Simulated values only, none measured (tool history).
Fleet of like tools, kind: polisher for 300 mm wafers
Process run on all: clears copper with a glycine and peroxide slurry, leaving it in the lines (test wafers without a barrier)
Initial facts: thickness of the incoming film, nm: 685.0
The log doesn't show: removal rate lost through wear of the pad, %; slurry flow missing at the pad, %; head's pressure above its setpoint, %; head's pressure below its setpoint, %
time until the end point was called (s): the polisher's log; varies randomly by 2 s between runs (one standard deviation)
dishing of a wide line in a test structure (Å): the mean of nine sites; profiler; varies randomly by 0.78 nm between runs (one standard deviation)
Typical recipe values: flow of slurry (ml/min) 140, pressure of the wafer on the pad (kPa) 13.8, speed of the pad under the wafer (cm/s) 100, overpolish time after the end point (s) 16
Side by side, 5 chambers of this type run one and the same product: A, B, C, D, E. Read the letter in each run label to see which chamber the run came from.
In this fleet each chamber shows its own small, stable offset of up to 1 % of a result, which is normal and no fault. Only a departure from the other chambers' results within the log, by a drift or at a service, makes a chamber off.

run,hour,flow of slurry (ml/min),pressure of the wafer on the pad (kPa),speed of the pad under the wafer (cm/s),overpolish time after the end point (s),wafers polished on this pad,hours since the slurry nozzle was cleaned,hours since the head pressure was calibrated,time until the end point was called (s),dishing of a wide line in a test structure (Å)
1A,7.4,140,13.8,100,16,534,188.4,154.8,188.15,398.59
# hour 14.1: chamber D: worn pad replaced by a new one
2D,16.2,140,13.8,100,16,20,362.6,395.2,182.09,383.81
3C,23,140,13.8,100,16,682,124.2,692.8,184.29,388.08
# hour 23.9: chamber A: worn pad replaced by a new one
# hour 30.6: chamber B: worn pad replaced by a new one
# hour 33.1: chamber C: worn pad replaced by a new one
# hour 36.1: chamber B: head pressure recalibrated
# hour 36.2: chamber E: slurry nozzle cleaned
4E,37.1,140,13.8,100,16,420,1,365.3,182.23,389.63
5B,44.8,140,13.8,100,16,141,293.4,8.8,187.89,382.04
6B,51.7,140,13.8,100,16,209,300.3,15.7,189.17,383.09
7C,61.2,140,13.8,100,16,279,162.4,731,185.81,380.63
# hour 63.9: chamber E: worn pad replaced by a new one
8D,74.4,140,13.8,100,16,599,420.8,453.4,185.82,378.94
9A,86.1,140,13.8,100,16,618,267.1,233.5,185.64,386.01
# hour 98.1: chamber A: worn pad replaced by a new one
10E,98.1,140,13.8,100,16,340,62,426.3,183.13,392.64
11E,111.6,140,13.8,100,16,475,75.5,439.8,186.44,377.87
# hour 112.4: chamber C: worn pad replaced by a new one
# hour 115.2: chamber B: worn pad replaced by a new one
12C,121.5,125,13.8,126,16,90,222.7,791.3,159.15,437.53
13B,135.9,125,13.8,126,16,206,384.5,99.9,158.2,419.48
# hour 144.3: chamber E: worn pad replaced by a new one
14A,144.5,125,13.8,126,16,461,325.5,291.9,161.68,423.01
# hour 147.6: chamber D: worn pad replaced by a new one
15D,156.3,125,13.8,126,16,87,502.7,535.3,157.57,438.94
16C,163.9,125,13.8,126,16,512,265.1,833.7,157.66,443.3
# hour 170.6: chamber A: worn pad replaced by a new one
17D,176.7,140,13.8,100,16,290,523.1,555.7,185.57,394.31
# hour 182.5: chamber C: slurry nozzle cleaned
18B,190.5,140,13.8,100,16,749,439.1,154.5,187.95,391.05
# hour 195.5: chamber C: worn pad replaced by a new one
19E,201.7,140,13.8,100,16,570,165.6,529.9,181.69,386.54
20A,209.5,140,13.8,100,16,386,390.5,356.9,192.1,383.79
# hour 214.5: chamber E: worn pad replaced by a new one
# hour 216.5: chamber B: worn pad replaced by a new one
21D,222,140,13.8,100,16,740,568.4,601,189.57,392.13
22E,235.4,140,13.8,100,16,207,199.3,563.6,185.62,391.17
# hour 238.4: chamber A: worn pad replaced by a new one
23A,244.5,140,13.8,100,16,60,425.5,391.9,196.44,384.02
24B,254.7,140,13.8,100,16,380,503.3,218.7,186.22,379.99
25C,268.1,140,13.8,100,16,722,85.6,937.9,186.58,373.75
# hour 272.3: chamber C: worn pad replaced by a new one
26C,274.7,140,13.8,100,16,23,92.2,944.5,183.97,387.99
# hour 288.5: chamber B: slurry nozzle cleaned
27E,289,140,17.9,100,22,740,252.9,617.2,149.89,565.55
# hour 293.4: chamber E: worn pad replaced by a new one
# hour 299.9: chamber D: worn pad replaced by a new one
28A,300.3,140,17.9,100,22,615,481.3,447.7,162.63,566.28
# hour 304.4: chamber A: worn pad replaced by a new one
# hour 305.5: chamber A: head pressure recalibrated
29B,311.6,140,17.9,100,22,946,23.2,275.6,152.96,581.85
# hour 315.7: chamber B: worn pad replaced by a new one
30D,321.9,140,17.9,100,22,219,668.3,700.9,149.3,591.09
31B,336.5,140,17.9,100,22,207,48.1,300.5,152.07,582.07
32E,344.8,140,13.8,100,16,511,308.7,673,186.33,379.74
# hour 348.8: chamber C: worn pad replaced by a new one
33C,355.7,140,13.8,100,16,69,173.2,1025.5,187.13,389.06
34A,365.2,140,13.8,100,16,604,546.2,59.7,204.13,357.24
35D,378.6,140,13.8,100,16,782,725,757.6,187.65,384.79

Is one chamber off against the others, does the gauge drift, or is nothing wrong? If a chamber is off, say which, and what the likeliest cause is.

Chamber A drifts away from the others.
Cause: slurry flow missing at the pad, % = 38.7.

Below are 4 candidate recipes for chamber A's next run, each the usual settings with a change, their results shown as question marks. Which of them brings A's results back in line with what the other chambers give on the usual settings?
In line means no further than this from the other chambers' mean on the usual settings: time until the end point was called (s) 7.1; dishing of a wide line in a test structure (Å) 27
36A-1,389.5,140,13.1,98,16,,,,?,?
36A-2,389.5,145,14.5,108,16,,,,?,?
36A-3,389.5,140,14.5,102,16,,,,?,?
36A-4,389.5,135,13.1,92,16,,,,?,?

The other chambers' mean on the usual settings: time until the end point was called (s) 186.48; dishing of a wide line in a test structure (Å) 386.68
run,time until the end point was called (s),dishing of a wide line in a test structure (Å)
36A-1,222.16,340.45
36A-2,188.48,391.19
36A-3,199.14,374.47
36A-4,235.48,324.65
Change 36A-2 lands the chamber within the allowed miss of the other chambers.

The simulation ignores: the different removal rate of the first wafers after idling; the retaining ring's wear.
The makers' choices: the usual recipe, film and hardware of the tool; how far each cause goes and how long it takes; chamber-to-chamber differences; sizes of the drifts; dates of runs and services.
